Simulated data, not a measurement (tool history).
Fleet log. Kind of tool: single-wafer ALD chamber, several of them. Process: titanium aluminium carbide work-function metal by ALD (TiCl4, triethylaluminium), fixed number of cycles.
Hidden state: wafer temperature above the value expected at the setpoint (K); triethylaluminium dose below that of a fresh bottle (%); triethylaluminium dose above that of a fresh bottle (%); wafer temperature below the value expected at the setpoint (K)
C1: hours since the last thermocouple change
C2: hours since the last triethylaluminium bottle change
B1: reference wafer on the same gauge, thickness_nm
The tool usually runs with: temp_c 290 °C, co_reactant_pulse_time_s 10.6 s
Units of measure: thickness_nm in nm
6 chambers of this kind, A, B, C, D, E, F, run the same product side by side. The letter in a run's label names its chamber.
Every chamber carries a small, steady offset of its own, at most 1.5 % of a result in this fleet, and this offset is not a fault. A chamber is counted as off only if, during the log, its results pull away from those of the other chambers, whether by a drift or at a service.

{"run": "1F", "hour": 6.3, "temp_c": 290, "co_reactant_pulse_time_s": 10.6, "C1": 1414.1, "C2": 205.3, "B1": 2.1415, "thickness_nm": 1.9049}
{"run": "2E", "hour": 12.7, "temp_c": 290, "co_reactant_pulse_time_s": 10.6, "C1": 404.9, "C2": 418.9, "B1": 2.1408, "thickness_nm": 1.9405}
{"run": "3B", "hour": 19.8, "temp_c": 290, "co_reactant_pulse_time_s": 10.6, "C1": 2145.2, "C2": 444.8, "B1": 2.1381, "thickness_nm": 1.9283}
{"run": "4A", "hour": 27.3, "temp_c": 290, "co_reactant_pulse_time_s": 10.6, "C1": 899.5, "C2": 215.1, "B1": 2.1403, "thickness_nm": 1.9279}
{"run": "5D", "hour": 31.1, "temp_c": 290, "co_reactant_pulse_time_s": 10.6, "C1": 921.3, "C2": 1187, "B1": 2.1414, "thickness_nm": 1.9173}
{"run": "6C", "hour": 38.0, "temp_c": 290, "co_reactant_pulse_time_s": 10.6, "C1": 778.6, "C2": 437.7, "B1": 2.1385, "thickness_nm": 1.9279}
{"run": "7D", "hour": 41.7, "temp_c": 290, "co_reactant_pulse_time_s": 10.6, "C1": 931.9, "C2": 1197.6, "B1": 2.1358, "thickness_nm": 1.9241}
{"run": "8F", "hour": 48.1, "temp_c": 290, "co_reactant_pulse_time_s": 10.6, "C1": 1455.9, "C2": 247.1, "B1": 2.1413, "thickness_nm": 1.9013}
{"run": "9B", "hour": 53.5, "temp_c": 290, "co_reactant_pulse_time_s": 10.6, "C1": 2178.9, "C2": 478.5, "B1": 2.1383, "thickness_nm": 1.933}
{"run": "10E", "hour": 58.0, "temp_c": 290, "co_reactant_pulse_time_s": 10.6, "C1": 450.2, "C2": 464.2, "B1": 2.1382, "thickness_nm": 1.9343}
{"run": "11C", "hour": 65.5, "temp_c": 290, "co_reactant_pulse_time_s": 10.6, "C1": 806.1, "C2": 465.2, "B1": 2.1417, "thickness_nm": 1.9321}
{"run": "12A", "hour": 71.6, "temp_c": 290, "co_reactant_pulse_time_s": 8.58, "C1": 943.8, "C2": 259.4, "B1": 2.1387, "thickness_nm": 1.8875}
{"run": "13D", "hour": 77.6, "temp_c": 290, "co_reactant_pulse_time_s": 8.58, "C1": 967.8, "C2": 1233.5, "B1": 2.1396, "thickness_nm": 1.8903}
{"run": "14E", "hour": 85.2, "temp_c": 290, "co_reactant_pulse_time_s": 8.58, "C1": 477.4, "C2": 491.4, "B1": 2.1419, "thickness_nm": 1.8966}
{"run": "15B", "hour": 90.6, "temp_c": 290, "co_reactant_pulse_time_s": 8.58, "C1": 2216, "C2": 515.6, "B1": 2.1411, "thickness_nm": 1.8926}
{"run": "16A", "hour": 96.7, "temp_c": 290, "co_reactant_pulse_time_s": 8.58, "C1": 968.9, "C2": 284.5, "B1": 2.1381, "thickness_nm": 1.8847}
{"run": "17C", "hour": 103.9, "temp_c": 290, "co_reactant_pulse_time_s": 8.58, "C1": 844.5, "C2": 503.6, "B1": 2.1384, "thickness_nm": 1.8741}
{"run": "18F", "hour": 108.4, "temp_c": 290, "co_reactant_pulse_time_s": 10.6, "C1": 1516.2, "C2": 307.4, "B1": 2.1415, "thickness_nm": 1.8887}
{"run": "19D", "hour": 115.2, "temp_c": 290, "co_reactant_pulse_time_s": 10.6, "C1": 1005.4, "C2": 1271.1, "B1": 2.1377, "thickness_nm": 1.9193}
{"run": "20E", "hour": 120.5, "temp_c": 290, "co_reactant_pulse_time_s": 10.6, "C1": 512.7, "C2": 526.7, "B1": 2.1398, "thickness_nm": 1.9241}
{"run": "21F", "hour": 127.7, "temp_c": 290, "co_reactant_pulse_time_s": 10.6, "C1": 1535.5, "C2": 326.7, "B1": 2.1382, "thickness_nm": 1.8931}
{"run": "22B", "hour": 132.3, "temp_c": 290, "co_reactant_pulse_time_s": 10.6, "C1": 2257.7, "C2": 557.3, "B1": 2.1395, "thickness_nm": 1.933}
{"run": "23A", "hour": 139.3, "temp_c": 290, "co_reactant_pulse_time_s": 10.6, "C1": 1011.5, "C2": 327.1, "B1": 2.1383, "thickness_nm": 1.9257}
{"run": "24C", "hour": 142.9, "temp_c": 290, "co_reactant_pulse_time_s": 10.6, "C1": 883.5, "C2": 542.6, "B1": 2.1381, "thickness_nm": 1.9319}
{"run": "25F", "hour": 148.8, "temp_c": 290, "co_reactant_pulse_time_s": 7.49, "C1": 1556.6, "C2": 347.8, "B1": 2.1418, "thickness_nm": 1.8201}
{"run": "26E", "hour": 155.9, "temp_c": 290, "co_reactant_pulse_time_s": 7.49, "C1": 548.1, "C2": 562.1, "B1": 2.141, "thickness_nm": 1.8332}
{"run": "27A", "hour": 160.2, "temp_c": 290, "co_reactant_pulse_time_s": 7.49, "C1": 1032.4, "C2": 348, "B1": 2.1388, "thickness_nm": 1.8285}
{"run": "28D", "hour": 164.9, "temp_c": 290, "co_reactant_pulse_time_s": 7.49, "C1": 1055.1, "C2": 1320.8, "B1": 2.1391, "thickness_nm": 1.8271}
{"run": "29B", "hour": 169.7, "temp_c": 290, "co_reactant_pulse_time_s": 7.49, "C1": 2295.1, "C2": 594.7, "B1": 2.1402, "thickness_nm": 1.8266}
{"hour": 171.5, "done": "chamber D: triethylaluminium bottle replaced"}
{"run": "30C", "hour": 176.6, "temp_c": 290, "co_reactant_pulse_time_s": 7.49, "C1": 917.2, "C2": 576.3, "B1": 2.1404, "thickness_nm": 1.8357}
{"run": "31D", "hour": 180.2, "temp_c": 290, "co_reactant_pulse_time_s": 10.6, "C1": 1070.4, "C2": 8.8, "B1": 2.1411, "thickness_nm": 1.9111}
{"run": "32E", "hour": 185.2, "temp_c": 290, "co_reactant_pulse_time_s": 10.6, "C1": 577.4, "C2": 591.4, "B1": 2.1377, "thickness_nm": 1.9397}
{"run": "33B", "hour": 191.6, "temp_c": 297, "co_reactant_pulse_time_s": 10.6, "C1": 2317, "C2": 616.6, "B1": 2.1393, "thickness_nm": 2.0045}
{"run": "34F", "hour": 198.6, "temp_c": 297, "co_reactant_pulse_time_s": 10.6, "C1": 1606.4, "C2": 397.6, "B1": 2.1417, "thickness_nm": 1.9647}
{"run": "35A", "hour": 202.2, "temp_c": 297, "co_reactant_pulse_time_s": 10.6, "C1": 1074.4, "C2": 390, "B1": 2.1416, "thickness_nm": 1.9901}
{"run": "36C", "hour": 209.3, "temp_c": 297, "co_reactant_pulse_time_s": 10.6, "C1": 949.9, "C2": 609, "B1": 2.1372, "thickness_nm": 1.9597}
{"run": "37A", "hour": 214.2, "temp_c": 297, "co_reactant_pulse_time_s": 10.6, "C1": 1086.4, "C2": 402, "B1": 2.1404, "thickness_nm": 1.981}
{"run": "38D", "hour": 219.2, "temp_c": 297, "co_reactant_pulse_time_s": 10.6, "C1": 1109.4, "C2": 47.8, "B1": 2.1384, "thickness_nm": 2.0058}
{"run": "39F", "hour": 225.3, "temp_c": 277, "co_reactant_pulse_time_s": 7.34, "C1": 1633.1, "C2": 424.3, "B1": 2.1439, "thickness_nm": 1.6842}

Next, all 6 chambers run the settings below, one line each with question marks for the results. What does each chamber give?
{"run": "40A", "hour": 230.8, "temp_c": 278, "co_reactant_pulse_time_s": 10.6, "thickness_nm": "?"}
{"run": "40B", "hour": 230.8, "temp_c": 278, "co_reactant_pulse_time_s": 10.6, "thickness_nm": "?"}
{"run": "40C", "hour": 230.8, "temp_c": 278, "co_reactant_pulse_time_s": 10.6, "thickness_nm": "?"}
{"run": "40D", "hour": 230.8, "temp_c": 278, "co_reactant_pulse_time_s": 10.6, "thickness_nm": "?"}
{"run": "40E", "hour": 230.8, "temp_c": 278, "co_reactant_pulse_time_s": 10.6, "thickness_nm": "?"}
{"run": "40F", "hour": 230.8, "temp_c": 278, "co_reactant_pulse_time_s": 10.6, "thickness_nm": "?"}

run=40A thickness_nm=1.823
run=40B thickness_nm=1.8297
run=40C thickness_nm=1.833
run=40D thickness_nm=1.836
run=40E thickness_nm=1.8302
run=40F thickness_nm=1.8002
